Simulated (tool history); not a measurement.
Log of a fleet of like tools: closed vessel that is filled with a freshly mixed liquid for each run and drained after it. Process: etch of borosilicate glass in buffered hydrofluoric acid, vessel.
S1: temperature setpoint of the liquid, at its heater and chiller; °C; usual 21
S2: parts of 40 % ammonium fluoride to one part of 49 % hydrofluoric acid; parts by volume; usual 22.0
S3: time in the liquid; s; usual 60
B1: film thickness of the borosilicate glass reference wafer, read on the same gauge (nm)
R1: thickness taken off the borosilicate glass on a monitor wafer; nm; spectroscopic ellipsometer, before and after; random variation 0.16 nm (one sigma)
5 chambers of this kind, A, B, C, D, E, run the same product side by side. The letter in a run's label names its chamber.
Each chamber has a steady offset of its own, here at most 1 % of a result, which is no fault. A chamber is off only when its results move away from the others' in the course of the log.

run	hour	S1	S2	S3	B1	R1
1A	10.5	21	22.0	60	40.028	30.258
2B	20.4	21	22.0	60	39.985	30.011
3E	27.3	21	22.0	60	39.999	29.567
4C	35.9	21	22.0	60	40.005	29.990
5D	43.2	21	22.0	60	39.988	30.312
6A	50.4	21	22.0	60	39.998	30.052
7B	62.8	21	22.0	60	39.968	30.109
8D	75.2	21	22.0	60	39.981	30.395
9C	86.6	21	22.0	60	39.990	30.153
10E	96.0	21	22.0	60	40.013	29.675
11D	108.0	21	22.0	60	40.011	30.461
12B	115.2	21	22.0	60	39.977	30.098
13A	126.3	21	22.0	60	39.972	30.263
14C	138.8	21	17.5	50	39.952	30.491
# hour 139.7: chamber E: thermometer replaced
15E	150.2	21	17.5	50	39.978	30.690
16E	157.4	21	17.5	50	39.992	30.099
17A	167.5	21	17.5	50	39.972	30.704
18B	174.8	21	17.5	50	39.968	30.635
# hour 182.1: chamber B: thermometer replaced
19C	184.3	21	22.0	60	40.003	30.179
20D	192.2	21	22.0	60	39.984	31.363
21B	204.4	21	22.0	60	40.014	30.212
22C	215.7	21	22.0	85	39.986	42.909
23D	226.2	21	22.0	85	40.018	44.193
# hour 231.3: chamber A: thermometer replaced
24A	234.9	21	22.0	85	40.006	42.560
25E	243.7	21	22.0	85	39.980	42.697
26A	255.8	21	22.0	85	40.013	42.684
27E	269.0	21	15.0	60	40.002	42.641
28D	275.5	21	15.0	60	39.994	44.893
29C	282.0	21	15.0	60	40.010	43.074
30B	291.9	21	15.0	60	39.982	42.646
31C	304.4	21	15.0	60	40.024	42.636
32A	312.0	21	22.0	60	40.053	30.175
33B	320.7	21	22.0	60	39.972	29.964

Is one chamber off against the others, does the gauge drift, or is nothing wrong? If a chamber is off, say which, and what the likeliest cause is.

Chamber D drifts away from the others.
Cause: liquid hotter than its thermometer reads (K) = 0.93.
The log may not tell that from: hydrofluoric acid flow above the setpoint (%).

Here are 4 candidates for chamber D's next run, each the usual settings with a change, their results left as question marks. Which one brings its results back in line with what the others give on the usual settings?
In line means no further than this from the other chambers' mean on the usual settings: R1 0.560 nm
34D-1	331.3	20	22.0	60		?
34D-2	331.3	21	21.5	60		?
34D-3	331.3	22	22.0	60		?
34D-4	331.3	21	22.5	60		?

The other chambers' mean on the usual settings: R1 30.063 nm
run	R1
34D-1	30.123
34D-2	32.336
34D-3	33.595
34D-4	31.316
34D-1 brings the chamber back in line.
